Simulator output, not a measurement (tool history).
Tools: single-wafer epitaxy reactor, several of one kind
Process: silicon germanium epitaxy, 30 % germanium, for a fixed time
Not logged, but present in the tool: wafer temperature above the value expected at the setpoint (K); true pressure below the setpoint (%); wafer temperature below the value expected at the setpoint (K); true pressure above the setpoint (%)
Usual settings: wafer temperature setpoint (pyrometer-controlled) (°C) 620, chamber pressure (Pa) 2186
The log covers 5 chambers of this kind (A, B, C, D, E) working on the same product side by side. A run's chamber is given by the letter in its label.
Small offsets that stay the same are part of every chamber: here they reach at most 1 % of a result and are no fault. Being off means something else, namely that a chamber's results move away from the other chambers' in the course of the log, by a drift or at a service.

run,hour,wafer temperature setpoint (pyrometer-controlled) (°C),chamber pressure (Pa),hours since the last pyrometer calibration,hours since the last manometer calibration,"read-back reference wafer on the same gauge, thickness_nm",mean film thickness on the monitor wafer (nm)
1D,5.2,620,2186,832.5,225.9,86.383,77.383
2A,8.8,620,2186,1699.9,1720.5,86.242,77.079
3B,15.7,620,2186,350.8,1058.8,86.256,77.605
4E,23.2,620,2186,296.2,977.8,86.23,78.187
5C,28.7,620,2186,2086.3,777.8,86.273,78.126
6E,35.8,620,2186,308.8,990.4,86.258,78.006
7B,42.8,626,1773,377.9,1085.9,86.274,78.741
8A,49.9,626,1773,1741,1761.6,86.266,78.869
9C,54.9,626,1773,2112.5,804,86.358,79.895
10D,61.2,626,1773,888.5,281.9,86.268,78.629
11A,68.5,626,1773,1759.6,1780.2,86.27,79.041
12B,73.7,620,1947,408.8,1116.8,86.316,73.6
13C,78.4,620,1947,2136,827.5,86.328,74.529
14E,83.7,620,1947,356.7,1038.3,86.294,73.983
15D,89.2,620,1947,916.5,309.9,86.292,74.143
16B,96.1,620,1947,431.2,1139.2,86.273,73.369
17C,101.9,620,2186,2159.5,851,86.319,77.817
18E,105.8,620,2706,378.8,1060.4,86.342,84.508
19D,109.7,620,2706,937,330.4,86.41,83.723
20A,115.4,620,2706,1806.5,1827.1,86.309,84.106
21C,123.3,620,2706,2180.9,872.4,86.231,84.681
22D,127.5,620,2706,954.8,348.2,86.284,84.703
23E,133.9,620,2186,406.9,1088.5,86.261,78.105
24B,140,620,2186,475.1,1183.1,86.291,77.547
# hour 142.8: chamber B: capacitance manometer re-zeroed and calibrated
25A,146.1,620,2186,1837.2,1857.8,86.388,77.782
26C,150.7,620,2186,2208.3,899.8,86.278,78.456
27E,157,620,2186,430,1111.6,86.286,78.038
28D,164.2,620,2186,991.5,384.9,86.263,78.004
29A,171.3,620,2186,1862.4,1883,86.279,76.573
30B,175.5,620,2186,510.6,32.7,86.26,75.975
31C,179.1,620,2400,2236.7,928.2,86.245,80.944
32A,187.3,620,2400,1878.4,1899,86.287,79.704
33E,191.8,620,2400,464.8,1146.4,86.299,80.788
34B,196.1,620,2400,531.2,53.3,86.278,78.165
35D,203.4,620,2400,1030.7,424.1,86.3,80.268
36D,207.6,620,2186,1034.9,428.3,86.247,77.529
37C,215.8,620,2186,2273.4,964.9,86.253,78.486
38E,221.7,620,2186,494.7,1176.3,86.215,78.233
39A,229,620,2186,1920.1,1940.7,86.304,77.294

Which is it: a chamber that has drifted or been left off by a service, a gauge drift common to all chambers, or only each chamber's usual small offset? If a chamber is off, name it and its likeliest cause.

A service on chamber B put it out of line with the rest.
Most likely cause: true pressure below the setpoint (%) = 5.56.

Which of the 4 candidates below, each the usual settings with something changed and its results left as question marks, puts chamber B back in line with what the other chambers give on the usual settings?
Counts as in line when no further than this from what the other chambers average on the usual settings: mean film thickness on the monitor wafer (nm) 0.98
40B-1,234.9,617,2186,,,,?
40B-2,234.9,623,2226,,,,?
40B-3,234.9,620,2040,,,,?
40B-4,234.9,620,2333,,,,?

The mean the other chambers reach with the usual settings: mean film thickness on the monitor wafer (nm) 77.705
run,mean film thickness on the monitor wafer (nm)
40B-1,71.714
40B-2,80.302
40B-3,73.509
40B-4,77.647
The answer is 40B-4, which returns the chamber to within the allowed miss of the others.
